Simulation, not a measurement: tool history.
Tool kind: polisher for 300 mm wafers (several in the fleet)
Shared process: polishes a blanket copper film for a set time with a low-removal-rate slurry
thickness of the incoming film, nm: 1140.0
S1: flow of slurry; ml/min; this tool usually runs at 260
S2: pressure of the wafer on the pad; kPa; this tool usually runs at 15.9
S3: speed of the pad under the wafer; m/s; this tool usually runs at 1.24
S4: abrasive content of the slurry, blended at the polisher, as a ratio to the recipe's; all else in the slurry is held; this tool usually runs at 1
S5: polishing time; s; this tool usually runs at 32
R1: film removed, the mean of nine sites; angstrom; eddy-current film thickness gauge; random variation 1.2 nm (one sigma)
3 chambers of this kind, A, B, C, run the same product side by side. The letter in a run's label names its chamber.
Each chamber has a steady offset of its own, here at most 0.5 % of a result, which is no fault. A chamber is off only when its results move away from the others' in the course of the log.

Run 1B, hour 2.1: usual settings. Result: R1 883.96 angstrom.
At hour 3.5: chamber A: worn pad replaced by a new one.
Run 2A, hour 6.1: usual settings. Result: R1 894.87 angstrom.
Run 3C, hour 10.4: usual settings. Result: R1 892.14 angstrom.
Run 4C, hour 13.6: usual settings. Result: R1 880.21 angstrom.
Run 5B, hour 16.9: usual settings. Result: R1 882.31 angstrom.
Run 6A, hour 20.2: usual settings. Result: R1 871.85 angstrom.
Run 7C, hour 23: usual settings. Result: R1 852.86 angstrom.
Run 8B, hour 26.6: usual settings. Result: R1 892.25 angstrom.
At hour 27.3: chamber A: slurry nozzle cleaned.
Run 9A, hour 30.1: usual settings. Result: R1 887.6 angstrom.
Run 10B, hour 32.1: usual settings. Result: R1 881.23 angstrom.
Run 11A, hour 36.1: usual settings but S2 13.8 kPa, S4 0.75. Result: R1 732.48 angstrom.
Run 12C, hour 38.2: usual settings but S2 13.8 kPa, S4 0.75. Result: R1 704.8 angstrom.
Run 13C, hour 40.5: usual settings but S2 13.8 kPa, S4 0.75. Result: R1 689.21 angstrom.
Run 14A, hour 44.3: usual settings. Result: R1 895.96 angstrom.
Run 15B, hour 48.4: usual settings. Result: R1 887.21 angstrom.
Run 16C, hour 53: usual settings. Result: R1 818.8 angstrom.
At hour 54.1: chamber B: worn pad replaced by a new one.
Run 17B, hour 56.2: usual settings. Result: R1 891.24 angstrom.
At hour 56.4: chamber B: head pressure recalibrated.
At hour 57.9: chamber C: slurry blender recalibrated.
Run 18A, hour 58.7: usual settings. Result: R1 915.43 angstrom.
Run 19A, hour 61.4: usual settings. Result: R1 880.54 angstrom.
Run 20B, hour 64.1: usual settings. Result: R1 896.17 angstrom.
Run 21C, hour 67.5: usual settings but S1 180 ml/min, S2 17.9 kPa. Result: R1 888.56 angstrom.
At hour 70.2: chamber C: worn pad replaced by a new one.
Run 22B, hour 70.5: usual settings but S1 180 ml/min, S2 17.9 kPa. Result: R1 956.53 angstrom.
Run 23A, hour 73.8: usual settings but S1 180 ml/min, S2 17.9 kPa. Result: R1 973.59 angstrom.
Run 24C, hour 77.9: usual settings but S3 1.08 m/s, S5 41 s. Result: R1 880.7 angstrom.

The same settings go to every chamber for the next run, one line per chamber below. Forecast the results for each:
Run 25A, hour 81.2: usual settings but S1 230 ml/min. Result: R1 ?.
Run 25B, hour 81.2: usual settings but S1 230 ml/min. Result: R1 ?.
Run 25C, hour 81.2: usual settings but S1 230 ml/min. Result: R1 ?.

run      R1
25A  875.81
25B  869.45
25C  781.16

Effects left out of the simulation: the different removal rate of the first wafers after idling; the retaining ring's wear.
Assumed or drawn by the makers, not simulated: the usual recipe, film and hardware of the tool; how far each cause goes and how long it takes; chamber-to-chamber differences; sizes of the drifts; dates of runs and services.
